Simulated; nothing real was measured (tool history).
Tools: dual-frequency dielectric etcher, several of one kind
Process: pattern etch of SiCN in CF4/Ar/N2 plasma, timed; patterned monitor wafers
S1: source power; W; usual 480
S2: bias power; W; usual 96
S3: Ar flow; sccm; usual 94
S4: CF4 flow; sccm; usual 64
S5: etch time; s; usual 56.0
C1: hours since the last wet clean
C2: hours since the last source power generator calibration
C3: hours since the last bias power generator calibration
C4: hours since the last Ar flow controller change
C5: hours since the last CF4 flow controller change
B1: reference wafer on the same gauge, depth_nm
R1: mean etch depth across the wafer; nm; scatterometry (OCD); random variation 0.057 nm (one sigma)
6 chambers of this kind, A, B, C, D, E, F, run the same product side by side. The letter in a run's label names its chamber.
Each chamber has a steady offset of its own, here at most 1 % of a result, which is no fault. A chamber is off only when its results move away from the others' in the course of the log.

run,hour,S1,S2,S3,S4,S5,C1,C2,C3,C4,C5,B1,R1
1F,2.9,480,96,94,64,56.0,112.5,1654.0,1853.7,3055.0,2617.9,59.482,56.478
# hour 4.3: chamber D: wet clean of the chamber
2B,7.2,480,96,94,64,56.0,297.0,3729.6,1231.3,904.5,2693.5,59.494,55.970
3D,10.3,480,96,94,64,56.0,6.0,665.7,3885.2,5026.5,1548.1,59.472,56.532
4E,14.9,480,96,94,64,56.0,36.7,848.6,347.8,3665.0,3988.7,59.479,56.244
5C,19.3,480,96,94,64,56.0,52.5,1821.6,1256.5,3328.1,1391.3,59.473,56.022
6A,24.3,480,96,94,64,56.0,108.2,3386.3,2242.2,410.4,2080.6,59.457,56.209
7C,27.2,480,96,94,64,56.0,60.4,1829.5,1264.4,3336.0,1399.2,59.471,55.904
8D,31.5,480,96,94,64,56.0,27.2,686.9,3906.4,5047.7,1569.3,59.437,56.432
9B,34.6,560,96,94,64,56.0,324.4,3757.0,1258.7,931.9,2720.9,59.439,63.916
10E,38.1,560,96,94,64,56.0,59.9,871.8,371.0,3688.2,4011.9,59.438,64.281
11F,42.4,560,96,94,64,56.0,152.0,1693.5,1893.2,3094.5,2657.4,59.426,64.433
12A,45.8,560,96,94,64,56.0,129.7,3407.8,2263.7,431.9,2102.1,59.410,64.145
13A,50.2,560,96,94,64,56.0,134.1,3412.2,2268.1,436.3,2106.5,59.420,64.168
14B,53.0,560,96,94,64,56.0,342.8,3775.4,1277.1,950.3,2739.3,59.415,63.838
15F,55.9,480,96,94,64,56.0,165.5,1707.0,1906.7,3108.0,2670.9,59.387,56.412
16C,60.6,480,96,94,64,56.0,93.8,1862.9,1297.8,3369.4,1432.6,59.414,55.905
17D,62.8,480,96,94,64,56.0,58.5,718.2,3937.7,5079.0,1600.6,59.392,56.489
18E,67.7,480,96,94,64,56.0,89.5,901.4,400.6,3717.8,4041.5,59.408,56.159
19D,72.1,480,96,94,64,56.0,67.8,727.5,3947.0,5088.3,1609.9,59.386,56.325
20E,75.5,480,96,94,64,56.0,97.3,909.2,408.4,3725.6,4049.3,59.397,56.169
21A,78.7,480,96,94,64,56.0,162.6,3440.7,2296.6,464.8,2135.0,59.383,56.163
22F,82.7,480,96,94,64,56.0,192.3,1733.8,1933.5,3134.8,2697.7,59.360,56.314
23B,86.7,480,96,94,64,66.5,376.5,3809.1,1310.8,984.0,2773.0,59.371,66.290
24C,88.9,480,96,94,64,66.5,122.1,1891.2,1326.1,3397.7,1460.9,59.339,66.496
25D,92.7,480,96,94,64,66.5,88.4,748.1,3967.6,5108.9,1630.5,59.354,66.947
26C,96.1,480,96,94,64,66.5,129.3,1898.4,1333.3,3404.9,1468.1,59.345,66.484
27F,100.4,480,96,94,64,66.5,210.0,1751.5,1951.2,3152.5,2715.4,59.332,66.847
28B,102.9,480,96,94,64,66.5,392.7,3825.3,1327.0,1000.2,2789.2,59.329,66.364
29A,106.7,570,96,94,64,62.0,190.6,3468.7,2324.6,492.8,2163.0,59.318,72.025
30E,111.0,570,96,94,64,62.0,132.8,944.7,443.9,3761.1,4084.8,59.324,72.103
31D,113.3,570,96,94,64,62.0,109.0,768.7,3988.2,5129.5,1651.1,59.320,72.167
32E,117.4,570,96,94,64,62.0,139.2,951.1,450.3,3767.5,4091.2,59.319,72.104
33C,121.9,570,96,94,64,62.0,155.1,1924.2,1359.1,3430.7,1493.9,59.312,72.051
34F,126.2,570,96,94,64,62.0,235.8,1777.3,1977.0,3178.3,2741.2,59.298,72.340
35A,128.8,480,96,94,64,56.0,212.7,3490.8,2346.7,514.9,2185.1,59.307,56.026
36B,132.6,480,96,94,64,56.0,422.4,3855.0,1356.7,1029.9,2818.9,59.298,55.861
37C,134.9,480,96,94,64,56.0,168.1,1937.2,1372.1,3443.7,1506.9,59.274,55.766
38D,139.9,480,96,94,64,56.0,135.6,795.3,4014.8,5156.1,1677.7,59.266,56.224
39F,143.0,480,96,94,64,56.0,252.6,1794.1,1993.8,3195.1,2758.0,59.265,56.218
40A,146.6,480,96,94,64,56.0,230.5,3508.6,2364.5,532.7,2202.9,59.271,55.920
41E,149.9,480,96,94,64,56.0,171.7,983.6,482.8,3800.0,4123.7,59.256,56.086

Is one chamber off against the others, does the gauge drift, or is nothing wrong? If a chamber is off, say which, and what the likeliest cause is.

The gauge drifts, so all chambers seem to drift together. No chamber is off.
Cause: gauge reads low (%) = 0.413.
